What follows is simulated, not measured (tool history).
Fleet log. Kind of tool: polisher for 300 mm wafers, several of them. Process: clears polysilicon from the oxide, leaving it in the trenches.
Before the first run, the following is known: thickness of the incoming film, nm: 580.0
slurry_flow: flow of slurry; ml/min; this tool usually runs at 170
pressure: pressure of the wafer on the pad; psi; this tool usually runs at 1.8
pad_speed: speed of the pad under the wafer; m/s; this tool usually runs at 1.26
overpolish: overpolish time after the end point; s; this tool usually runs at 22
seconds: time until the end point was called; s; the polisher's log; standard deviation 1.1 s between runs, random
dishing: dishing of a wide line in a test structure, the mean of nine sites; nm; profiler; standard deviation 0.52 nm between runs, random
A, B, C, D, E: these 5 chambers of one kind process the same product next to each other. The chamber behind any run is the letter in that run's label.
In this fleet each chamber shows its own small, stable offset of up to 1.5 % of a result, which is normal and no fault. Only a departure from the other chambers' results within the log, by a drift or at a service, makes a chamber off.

-- hour=8.4 chamber B: worn pad replaced by a new one
-- hour=10.1 chamber C: slurry nozzle cleaned
run 1C hour=12.5 | slurry_flow=170 pressure=1.8 pad_speed=1.26 overpolish=22 | seconds=57.47 dishing=50.092
run 2B hour=24.5 | slurry_flow=170 pressure=1.8 pad_speed=1.26 overpolish=22 | seconds=60.077 dishing=51.561
run 3D hour=34.6 | slurry_flow=170 pressure=1.8 pad_speed=1.26 overpolish=22 | seconds=60.957 dishing=50.738
run 4E hour=47.3 | slurry_flow=170 pressure=1.8 pad_speed=1.26 overpolish=22 | seconds=59.438 dishing=50.339
-- hour=53 chamber C: worn pad replaced by a new one
-- hour=58.1 chamber B: slurry nozzle cleaned
run 5A hour=58.4 | slurry_flow=170 pressure=1.6 pad_speed=1.26 overpolish=17 | seconds=67.612 dishing=47.722
-- hour=59.5 chamber B: head pressure recalibrated
run 6E hour=67.1 | slurry_flow=170 pressure=1.6 pad_speed=1.26 overpolish=17 | seconds=67.502 dishing=47.781
run 7D hour=74.7 | slurry_flow=170 pressure=1.6 pad_speed=1.26 overpolish=17 | seconds=65.673 dishing=47.689
-- hour=76.8 chamber E: worn pad replaced by a new one
-- hour=77.3 chamber A: worn pad replaced by a new one
run 8C hour=81.1 | slurry_flow=170 pressure=1.6 pad_speed=1.26 overpolish=17 | seconds=67.981 dishing=47.44
run 9A hour=90.9 | slurry_flow=170 pressure=1.6 pad_speed=1.26 overpolish=17 | seconds=67.679 dishing=48.351
-- hour=92.4 chamber D: worn pad replaced by a new one
run 10B hour=99.6 | slurry_flow=170 pressure=1.8 pad_speed=1.26 overpolish=22 | seconds=60.579 dishing=51.508
run 11A hour=106.1 | slurry_flow=170 pressure=1.8 pad_speed=1.26 overpolish=22 | seconds=57.326 dishing=51.175
-- hour=109.8 chamber E: slurry nozzle cleaned
run 12E hour=116.7 | slurry_flow=170 pressure=1.8 pad_speed=1.26 overpolish=22 | seconds=60.53 dishing=51.287
run 13B hour=128.1 | slurry_flow=170 pressure=1.8 pad_speed=1.26 overpolish=22 | seconds=60.525 dishing=50.283
-- hour=130 chamber B: worn pad replaced by a new one
run 14D hour=135.4 | slurry_flow=170 pressure=1.8 pad_speed=1.26 overpolish=22 | seconds=59.351 dishing=50.268
run 15C hour=143.7 | slurry_flow=170 pressure=1.8 pad_speed=1.26 overpolish=22 | seconds=58.804 dishing=49.754
run 16B hour=155.7 | slurry_flow=170 pressure=1.8 pad_speed=1.26 overpolish=22 | seconds=59.408 dishing=50.392
run 17D hour=161.4 | slurry_flow=170 pressure=1.8 pad_speed=1.26 overpolish=22 | seconds=60.46 dishing=49.95
run 18C hour=171 | slurry_flow=170 pressure=1.8 pad_speed=1.26 overpolish=22 | seconds=59.374 dishing=49.898
-- hour=172.5 chamber A: head pressure recalibrated
-- hour=172.9 chamber D: slurry nozzle cleaned
run 19A hour=179.1 | slurry_flow=170 pressure=1.8 pad_speed=1.26 overpolish=22 | seconds=60.368 dishing=51.175
-- hour=187.6 chamber A: worn pad replaced by a new one
run 20E hour=189.2 | slurry_flow=170 pressure=1.8 pad_speed=1.26 overpolish=22 | seconds=58.829 dishing=50.394
run 21C hour=199.6 | slurry_flow=170 pressure=1.8 pad_speed=1.26 overpolish=22 | seconds=60.098 dishing=51.248
-- hour=200.4 chamber C: worn pad replaced by a new one
run 22A hour=209.4 | slurry_flow=130 pressure=1.8 pad_speed=1.26 overpolish=22 | seconds=65.439 dishing=50.688
-- hour=212.8 chamber D: worn pad replaced by a new one
run 23E hour=217.7 | slurry_flow=130 pressure=1.8 pad_speed=1.26 overpolish=22 | seconds=63.408 dishing=51.546
run 24D hour=225.2 | slurry_flow=130 pressure=1.8 pad_speed=1.26 overpolish=22 | seconds=62.916 dishing=50.16
run 25B hour=235.3 | slurry_flow=130 pressure=1.8 pad_speed=1.26 overpolish=22 | seconds=63.755 dishing=50.548
run 26E hour=246.5 | slurry_flow=130 pressure=1.8 pad_speed=1.26 overpolish=22 | seconds=64.872 dishing=49.89
-- hour=248.5 chamber E: worn pad replaced by a new one
-- hour=251.7 chamber B: worn pad replaced by a new one
run 27D hour=255.1 | slurry_flow=170 pressure=1.8 pad_speed=1.26 overpolish=22 | seconds=61.346 dishing=50.928
run 28B hour=267.7 | slurry_flow=170 pressure=1.8 pad_speed=1.26 overpolish=22 | seconds=59.304 dishing=50.816
run 29A hour=278.7 | slurry_flow=170 pressure=1.8 pad_speed=1.26 overpolish=22 | seconds=59.382 dishing=50.414
run 30C hour=291.4 | slurry_flow=170 pressure=1.8 pad_speed=1.26 overpolish=22 | seconds=61.141 dishing=50.838
run 31D hour=300.1 | slurry_flow=170 pressure=1.8 pad_speed=1.26 overpolish=22 | seconds=60.305 dishing=50.642
-- hour=300.6 chamber A: worn pad replaced by a new one
run 32A hour=312.2 | slurry_flow=170 pressure=1.8 pad_speed=1.26 overpolish=31 | seconds=60.103 dishing=51.505
-- hour=314.2 chamber C: slurry nozzle cleaned
run 33E hour=319.3 | slurry_flow=170 pressure=1.8 pad_speed=1.26 overpolish=31 | seconds=61.93 dishing=51.104
-- hour=324.6 chamber E: slurry nozzle cleaned
run 34C hour=328.2 | slurry_flow=170 pressure=1.8 pad_speed=1.26 overpolish=31 | seconds=57.131 dishing=50.966
-- hour=334.3 chamber C: worn pad replaced by a new one
-- hour=336.1 chamber D: worn pad replaced by a new one
run 35B hour=341.1 | slurry_flow=170 pressure=1.8 pad_speed=1.26 overpolish=31 | seconds=60.377 dishing=50.728
-- hour=347.1 chamber D: head pressure recalibrated
run 36D hour=348.5 | slurry_flow=170 pressure=1.8 pad_speed=1.26 overpolish=31 | seconds=60.269 dishing=51.789
run 37B hour=359.9 | slurry_flow=170 pressure=1.8 pad_speed=1.26 overpolish=22 | seconds=59.464 dishing=51.359
run 38A hour=368.1 | slurry_flow=170 pressure=1.8 pad_speed=1.26 overpolish=22 | seconds=62.119 dishing=51.427
run 39C hour=378.4 | slurry_flow=170 pressure=1.8 pad_speed=1.26 overpolish=22 | seconds=59.546 dishing=50.381
run 40E hour=388.7 | slurry_flow=170 pressure=1.8 pad_speed=1.26 overpolish=22 | seconds=61.167 dishing=49.826

Has any chamber moved away from the others, gradually or after a service, or does the common gauge drift, or do the chambers differ only by their own small steady offsets? State the chamber and the most likely cause if one applies.

No chamber is off and the gauge is stable; the differences are just each chamber's small, constant offset.
